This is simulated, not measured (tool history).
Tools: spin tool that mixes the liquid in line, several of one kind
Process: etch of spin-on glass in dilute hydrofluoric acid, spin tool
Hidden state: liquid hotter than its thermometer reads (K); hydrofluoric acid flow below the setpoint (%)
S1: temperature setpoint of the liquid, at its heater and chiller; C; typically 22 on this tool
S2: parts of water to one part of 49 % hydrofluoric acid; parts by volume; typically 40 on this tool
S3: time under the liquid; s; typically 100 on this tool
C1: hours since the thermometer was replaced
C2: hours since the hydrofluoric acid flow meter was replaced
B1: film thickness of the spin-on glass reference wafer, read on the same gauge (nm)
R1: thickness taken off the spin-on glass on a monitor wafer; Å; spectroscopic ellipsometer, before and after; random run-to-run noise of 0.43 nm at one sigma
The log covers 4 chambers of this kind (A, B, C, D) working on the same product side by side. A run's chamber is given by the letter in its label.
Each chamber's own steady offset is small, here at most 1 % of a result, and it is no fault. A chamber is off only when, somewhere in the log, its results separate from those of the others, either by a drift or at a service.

Run 1B, hour 8.5: usual settings; C1 1366.3; C2 1661.8; B1 110. Result: R1 534.57 Å.
Run 2A, hour 20.4: usual settings; C1 593; C2 119.2; B1 109.98. Result: R1 532.21 Å.
Run 3C, hour 34.3: usual settings; C1 1408.5; C2 66.9; B1 110.04. Result: R1 537.74 Å.
Run 4D, hour 44: usual settings; C1 566.6; C2 1154.9; B1 109.99. Result: R1 534.06 Å.
Run 5D, hour 56.8: usual settings; C1 579.4; C2 1167.7; B1 110. Result: R1 548.73 Å.
Run 6C, hour 64.7: usual settings; C1 1438.9; C2 97.3; B1 109.98. Result: R1 536.72 Å.
Run 7A, hour 73.1: usual settings; C1 645.7; C2 171.9; B1 110. Result: R1 538.4 Å.
Run 8B, hour 85: usual settings but S2 50 parts by volume; C1 1442.8; C2 1738.3; B1 109.99. Result: R1 429.57 Å.
Run 9A, hour 93.9: usual settings but S2 50 parts by volume; C1 666.5; C2 192.7; B1 109.98. Result: R1 422.91 Å.
Run 10C, hour 107.8: usual settings but S2 50 parts by volume; C1 1482; C2 140.4; B1 109.99. Result: R1 426.36 Å.
Run 11B, hour 115.1: usual settings but S2 50 parts by volume; C1 1472.9; C2 1768.4; B1 110.01. Result: R1 424.27 Å.
Run 12D, hour 124.1: usual settings but S2 50 parts by volume, S3 155 s; C1 646.7; C2 1235; B1 110.01. Result: R1 659.95 Å.
Run 13D, hour 136.9: usual settings but S2 50 parts by volume, S3 155 s; C1 659.5; C2 1247.8; B1 110. Result: R1 647.05 Å.
Run 14A, hour 146.3: usual settings but S2 50 parts by volume, S3 155 s; C1 718.9; C2 245.1; B1 109.97. Result: R1 665.46 Å.
Run 15B, hour 156.8: usual settings but S2 50 parts by volume, S3 155 s; C1 1514.6; C2 1810.1; B1 110.01. Result: R1 649.86 Å.
Run 16C, hour 171: usual settings; C1 1545.2; C2 203.6; B1 109.98. Result: R1 532.1 Å.
Run 17D, hour 178.8: usual settings; C1 701.4; C2 1289.7; B1 110.01. Result: R1 524 Å.
Run 18C, hour 191.3: usual settings; C1 1565.5; C2 223.9; B1 110.04. Result: R1 529.34 Å.
Run 19B, hour 198.9: usual settings but S1 19 C; C1 1556.7; C2 1852.2; B1 110.02. Result: R1 471.03 Å.
Run 20A, hour 212.1: usual settings but S1 19 C; C1 784.7; C2 310.9; B1 110.06. Result: R1 473.43 Å.
Run 21C, hour 224.2: usual settings but S1 19 C; C1 1598.4; C2 256.8; B1 110.04. Result: R1 476.03 Å.
Run 22D, hour 233.4: usual settings but S1 19 C; C1 756; C2 1344.3; B1 109.98. Result: R1 444.15 Å.
Run 23A, hour 244.1: usual settings; C1 816.7; C2 342.9; B1 110.01. Result: R1 540.74 Å.
Run 24B, hour 258.1: usual settings; C1 1615.9; C2 1911.4; B1 109.99. Result: R1 523.59 Å.
Run 25A, hour 271.9: usual settings; C1 844.5; C2 370.7; B1 110.01. Result: R1 533.99 Å.
Run 26B, hour 285: usual settings; C1 1642.8; C2 1938.3; B1 110.06. Result: R1 535.79 Å.
Run 27C, hour 293.7: usual settings; C1 1667.9; C2 326.3; B1 110.02. Result: R1 535.57 Å.
Run 28D, hour 303.6: usual settings; C1 826.2; C2 1414.5; B1 110.02. Result: R1 490.24 Å.
Run 29A, hour 317.4: usual settings; C1 890; C2 416.2; B1 109.97. Result: R1 539.21 Å.

Next, every chamber runs the same settings. What will each give?
Run 30A, hour 328: usual settings but S1 26.5 C. Result: R1 ?.
Run 30B, hour 328: usual settings but S1 26.5 C. Result: R1 ?.
Run 30C, hour 328: usual settings but S1 26.5 C. Result: R1 ?.
Run 30D, hour 328: usual settings but S1 26.5 C. Result: R1 ?.

run      R1
30A   640.3
30B  636.48
30C  643.67
30D  587.87
